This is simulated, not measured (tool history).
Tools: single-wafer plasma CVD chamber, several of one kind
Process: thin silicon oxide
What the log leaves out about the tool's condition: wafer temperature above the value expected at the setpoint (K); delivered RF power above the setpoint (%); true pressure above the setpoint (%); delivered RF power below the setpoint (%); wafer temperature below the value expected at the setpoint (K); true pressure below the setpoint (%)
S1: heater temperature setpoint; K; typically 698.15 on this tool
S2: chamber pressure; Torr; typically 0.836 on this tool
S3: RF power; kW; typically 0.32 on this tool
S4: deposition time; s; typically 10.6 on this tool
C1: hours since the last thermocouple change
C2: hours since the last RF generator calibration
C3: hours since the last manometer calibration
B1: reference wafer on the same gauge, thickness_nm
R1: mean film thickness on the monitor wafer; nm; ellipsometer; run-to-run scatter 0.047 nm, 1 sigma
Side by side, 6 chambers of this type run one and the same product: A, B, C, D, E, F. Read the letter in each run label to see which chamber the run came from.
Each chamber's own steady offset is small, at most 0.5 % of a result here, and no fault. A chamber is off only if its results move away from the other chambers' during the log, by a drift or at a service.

run   hour      S1     S2     S3    S4      C1      C2      C3      B1      R1
 1A    3.6  698.15  0.836   0.32  10.6   110.9  1443.5  1130.3  23.004  20.451
 2D    8.1  698.15  0.836   0.32  10.6  1069.9   254.3   776.7  22.998  20.571
 3B   11.6  698.15  0.836   0.32  10.6   483.6  1067.2   163.2  23.008  20.497
 4E   15.4  698.15  0.836   0.32  10.6   277.8   750.8   915.8  22.994  20.552
 5F   18.4  698.15  0.836   0.32  10.6   218.5     327    1110  22.991  20.428
 6C   21.3  698.15  0.836   0.32  10.6   250.1   384.2    1826  22.989  20.546
 7E   26.9  698.15  0.836   0.32  10.6   289.3   762.3   927.3  23.004  20.361
 8A   31.5  698.15  0.836   0.32  10.6   138.8  1471.4  1158.2  23.001  20.443
 9D   34.6  698.15  0.937   0.38  10.6  1096.4   280.8   803.2  22.996  24.154
10F   38.5  698.15  0.937   0.38  10.6   238.6   347.1  1130.1  23.008  24.048
11C   44.4  698.15  0.937   0.38  10.6   273.2   407.3  1849.1  23.009  24.172
12B   50.5  698.15  0.937   0.38  10.6   522.5  1106.1   202.1  23.001  24.017
13C   55.7  698.15  0.937   0.38  10.6   284.5   418.6  1860.4      23  24.096
14B   61.9  698.15  0.937   0.38  10.6   533.9  1117.5   213.5  22.997  24.163
15F   66.5  698.15  0.836   0.32  10.6   266.6   375.1  1158.1  23.004  20.464
16A   72.8  691.15  0.836  0.275  10.6   180.1  1512.7  1199.5  23.005   19.18
17D   75.7  691.15  0.836  0.275  10.6  1137.5   321.9   844.3  23.003  19.283
18E     82  691.15  0.836  0.275  10.6   344.4   817.4   982.4  23.001   19.31
19E   87.8  691.15  0.836  0.275  10.6   350.2   823.2   988.2  23.007  19.221
20B   93.3  691.15  0.836  0.275  10.6   565.3  1148.9   244.9  23.003  19.314
21A   97.2  691.15  0.836  0.275  10.6   204.5  1537.1  1223.9      23  19.215
22D  100.3  698.15  0.836   0.32  10.6  1162.1   346.5   868.9  22.994  20.482
23F  104.1  698.15  0.836   0.32  10.6   304.2   412.7  1195.7      23  20.446
24C  107.1  698.15  0.836   0.32  10.6   335.9     470  1911.8   22.99  20.607
25D  110.3  698.15  0.836   0.32  10.6  1172.1   356.5   878.9  22.998  20.547
26E  114.3  698.15  0.836   0.32  10.6   376.7   849.7  1014.7  23.003  20.274
27F  118.7  698.15  0.836   0.32  10.6   318.8   427.3  1210.3  22.994  20.351
28A  123.6  698.15  0.836   0.32  10.6   230.9  1563.5  1250.3  22.989  20.423
29C  128.3  698.15  0.836   0.32  10.6   357.1   491.2    1933  22.996  20.486
     131.5  -- chamber D: thermocouple changed; heater temperature recalibrated
30B  132.8  698.15  0.836   0.32  10.6   604.8  1188.4   284.4   23.02  20.486
31E  137.7  698.15  0.836   0.32  10.6   400.1   873.1  1038.1  22.994  20.247
32F  143.7  698.15  0.836   0.32  10.6   343.8   452.3  1235.3  23.009  20.434
33D  147.7  698.15  0.836   0.32  10.6    16.3   393.9   916.3   22.99  20.528
34B  152.7  698.15  0.836   0.32  10.6   624.7  1208.3   304.3   23.01   20.65
35A  159.1  698.15  0.836   0.32  10.6   266.4    1599  1285.8  22.996  20.407
36C  163.7  698.15  0.836   0.32  10.6   392.5   526.6  1968.4  22.998  20.577
37C  167.5  698.15  0.836   0.32  10.6   396.3   530.4  1972.2  23.005  20.543
38D  170.7  698.15  0.671  0.295  10.6    39.3   416.9   939.3  23.005  15.846

The same settings go to every chamber for the next run, one line per chamber below. Forecast the results for each:
39A  175.3  698.15  0.836  0.32  10.6                   ?
39B  175.3  698.15  0.836  0.32  10.6                   ?
39C  175.3  698.15  0.836  0.32  10.6                   ?
39D  175.3  698.15  0.836  0.32  10.6                   ?
39E  175.3  698.15  0.836  0.32  10.6                   ?
39F  175.3  698.15  0.836  0.32  10.6                   ?

run      R1
39A  20.408
39B  20.564
39C  20.546
39D  20.565
39E  19.991
39F  20.447

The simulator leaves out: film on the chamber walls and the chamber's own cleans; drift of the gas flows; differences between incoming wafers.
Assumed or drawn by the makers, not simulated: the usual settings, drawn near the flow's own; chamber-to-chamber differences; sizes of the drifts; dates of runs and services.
